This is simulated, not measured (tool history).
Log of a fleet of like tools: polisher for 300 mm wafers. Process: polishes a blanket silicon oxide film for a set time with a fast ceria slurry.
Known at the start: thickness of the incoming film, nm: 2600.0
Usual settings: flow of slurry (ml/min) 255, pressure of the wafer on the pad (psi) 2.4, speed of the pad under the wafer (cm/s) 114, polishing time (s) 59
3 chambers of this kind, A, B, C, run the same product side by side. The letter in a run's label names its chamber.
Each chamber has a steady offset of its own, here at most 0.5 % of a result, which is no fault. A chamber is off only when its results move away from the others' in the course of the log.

run	hour	flow of slurry (ml/min)	pressure of the wafer on the pad (psi)	speed of the pad under the wafer (cm/s)	polishing time (s)	wafers polished on this pad	hours since the slurry nozzle was cleaned	hours since the head pressure was calibrated	film removed (angstrom)
1B	7.0	255	2.4	114	59	722	207.3	311.5	8286.6
2A	13.8	255	2.4	114	59	837	44.9	23.8	8284.6
# hour 22.2: chamber C: head pressure recalibrated
3C	26.9	255	2.4	114	59	853	288.8	4.8	8203.3
4B	36.5	255	2.4	114	59	1062	236.8	341.0	8316.2
5C	43.2	255	2.4	114	59	1041	305.1	21.1	8311.0
# hour 48.1: chamber A: worn pad replaced by a new one
# hour 54.7: chamber C: worn pad replaced by a new one
6A	54.8	255	2.4	114	59	77	85.9	64.8	8191.3
7C	65.4	255	1.8	114	49	124	327.3	43.3	5077.4
8B	78.5	255	1.8	114	49	1546	278.8	383.0	5058.6
9A	89.6	255	1.8	114	49	478	120.7	99.6	5131.9
10C	102.6	255	2.4	114	59	552	364.5	80.5	8253.1
11B	109.7	255	2.4	114	59	1905	310.0	414.2	8204.1
12A	119.6	255	2.4	114	59	823	150.7	129.6	8211.8
13B	130.4	225	2.0	114	59	2144	330.7	434.9	6684.1
14A	139.6	225	2.0	114	59	1054	170.7	149.6	6669.6
# hour 142.6: chamber A: worn pad replaced by a new one
# hour 143.8: chamber B: head pressure recalibrated
15C	148.7	225	2.0	114	59	1083	410.6	126.6	6759.3
# hour 158.4: chamber C: worn pad replaced by a new one
16A	158.4	255	2.4	114	59	182	189.5	168.4	8199.7
17C	167.4	255	2.4	114	59	103	429.3	145.3	8227.2
18B	179.0	255	2.4	114	59	2704	379.3	35.2	8065.1
# hour 183.9: chamber C: slurry nozzle cleaned
# hour 192.0: chamber A: slurry nozzle cleaned
19A	192.1	255	2.4	114	59	570	0.1	202.1	8391.8
20B	205.0	255	2.4	114	59	3003	405.3	61.2	8030.2
21C	218.9	255	2.4	114	59	697	35.1	196.8	8281.4
22B	227.1	255	2.1	114	59	3258	427.4	83.3	6946.3
# hour 231.6: chamber A: worn pad replaced by a new one
23C	240.2	255	2.1	114	59	942	56.4	218.1	7142.6
# hour 246.9: chamber C: worn pad replaced by a new one
24A	247.7	255	2.1	114	59	185	55.7	257.7	7166.0
25B	261.8	255	2.4	114	59	3657	462.1	118.0	7875.6
26C	272.9	255	2.4	114	59	299	89.1	250.8	8187.2
27A	283.2	255	2.4	114	59	594	91.2	293.2	8239.8
28B	292.5	255	2.4	114	59	4011	492.8	148.7	7764.7
29C	301.5	255	2.4	114	59	629	117.7	279.4	8244.3
30A	312.3	255	2.4	114	59	930	120.3	322.3	8232.5
31B	323.9	255	2.4	114	59	4373	524.2	180.1	7626.4
32C	330.4	255	2.4	114	59	962	146.6	308.3	8216.1

Next, every chamber runs the same settings. What will each give?
33A	340.7	255	1.8	114	59				?
33B	340.7	255	1.8	114	59				?
33C	340.7	255	1.8	114	59				?

run	film removed (angstrom)
33A	6151.9
33B	5651.4
33C	6194.4
